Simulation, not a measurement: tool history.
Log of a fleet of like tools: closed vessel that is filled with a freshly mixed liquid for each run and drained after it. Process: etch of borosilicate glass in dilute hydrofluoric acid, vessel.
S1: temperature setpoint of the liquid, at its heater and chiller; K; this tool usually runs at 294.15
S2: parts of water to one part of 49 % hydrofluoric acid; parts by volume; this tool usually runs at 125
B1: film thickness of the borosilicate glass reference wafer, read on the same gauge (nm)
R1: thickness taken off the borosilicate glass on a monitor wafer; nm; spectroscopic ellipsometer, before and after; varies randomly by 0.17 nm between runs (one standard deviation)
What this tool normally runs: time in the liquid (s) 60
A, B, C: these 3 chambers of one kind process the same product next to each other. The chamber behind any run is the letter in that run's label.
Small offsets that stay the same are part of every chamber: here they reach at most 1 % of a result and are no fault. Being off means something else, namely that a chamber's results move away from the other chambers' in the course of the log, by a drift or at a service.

Run 1B, hour 10.1: usual settings; B1 29.975. Result: R1 23.391 nm.
Run 2C, hour 14.5: usual settings; B1 30.025. Result: R1 23.035 nm.
Run 3A, hour 19.4: usual settings; B1 29.972. Result: R1 22.900 nm.
Run 4C, hour 25.7: usual settings; B1 30.004. Result: R1 22.887 nm.
Run 5B, hour 31.2: usual settings; B1 30.020. Result: R1 23.117 nm.
Run 6A, hour 40.0: usual settings but S1 298.15 K, S2 180 parts by volume; B1 29.985. Result: R1 17.744 nm.
Run 7A, hour 48.2: usual settings but S1 298.15 K, S2 180 parts by volume; B1 30.048. Result: R1 17.693 nm.
Run 8C, hour 55.0: usual settings but S1 298.15 K, S2 180 parts by volume; B1 30.011. Result: R1 17.711 nm.
Run 9B, hour 62.3: usual settings; B1 30.036. Result: R1 23.557 nm.
Run 10C, hour 71.5: usual settings; B1 30.060. Result: R1 23.006 nm.
Run 11A, hour 76.6: usual settings; B1 30.009. Result: R1 22.893 nm.
Run 12B, hour 82.8: usual settings; B1 30.016. Result: R1 23.353 nm.
Run 13A, hour 90.8: usual settings; B1 30.048. Result: R1 23.172 nm.
Run 14C, hour 99.7: usual settings; B1 30.020. Result: R1 23.133 nm.
Run 15B, hour 104.6: usual settings; B1 30.011. Result: R1 23.192 nm.
Run 16B, hour 111.0: usual settings; B1 30.003. Result: R1 23.529 nm.
Run 17A, hour 116.9: usual settings but S1 292.15 K, time in the liquid (s) 75; B1 29.977. Result: R1 26.353 nm.
At hour 122.3: chamber B: thermometer replaced.
Run 18C, hour 123.3: usual settings but S1 292.15 K, time in the liquid (s) 75; B1 29.986. Result: R1 26.665 nm.
Run 19A, hour 133.2: usual settings but S1 292.15 K, time in the liquid (s) 75; B1 30.000. Result: R1 26.658 nm.
Run 20B, hour 143.3: usual settings; B1 29.950. Result: R1 23.181 nm.
Run 21C, hour 150.9: usual settings but time in the liquid (s) 90; B1 29.967. Result: R1 35.892 nm.
Run 22B, hour 159.9: usual settings but time in the liquid (s) 90; B1 30.031. Result: R1 35.060 nm.
Run 23C, hour 166.7: usual settings but time in the liquid (s) 90; B1 30.006. Result: R1 35.303 nm.
Run 24A, hour 171.7: usual settings; B1 29.974. Result: R1 23.398 nm.
Run 25B, hour 180.9: usual settings; B1 29.997. Result: R1 23.578 nm.
Run 26C, hour 188.6: usual settings; B1 30.063. Result: R1 23.670 nm.
Run 27A, hour 193.6: usual settings; B1 30.022. Result: R1 23.548 nm.
Run 28A, hour 199.3: usual settings; B1 29.974. Result: R1 23.180 nm.
Run 29C, hour 204.4: usual settings but S1 290.65 K, time in the liquid (s) 30; B1 30.042. Result: R1 10.240 nm.
Run 30B, hour 214.3: usual settings but S1 290.65 K, time in the liquid (s) 30; B1 30.008. Result: R1 10.026 nm.
Run 31A, hour 224.2: usual settings but S1 290.65 K, time in the liquid (s) 30; B1 29.996. Result: R1 10.023 nm.
Run 32B, hour 230.2: usual settings; B1 30.001. Result: R1 23.380 nm.
Run 33C, hour 238.4: usual settings but time in the liquid (s) 40; B1 29.997. Result: R1 15.994 nm.
Run 34C, hour 243.9: usual settings but time in the liquid (s) 40; B1 29.960. Result: R1 16.053 nm.
Run 35A, hour 253.4: usual settings but time in the liquid (s) 40; B1 30.012. Result: R1 15.341 nm.

The same settings go to every chamber for the next run, one line per chamber below. Forecast the results for each:
Run 36A, hour 260.6: usual settings. Result: R1 ?.
Run 36B, hour 260.6: usual settings. Result: R1 ?.
Run 36C, hour 260.6: usual settings. Result: R1 ?.

run      R1
36A  23.008
36B  23.197
36C  24.185
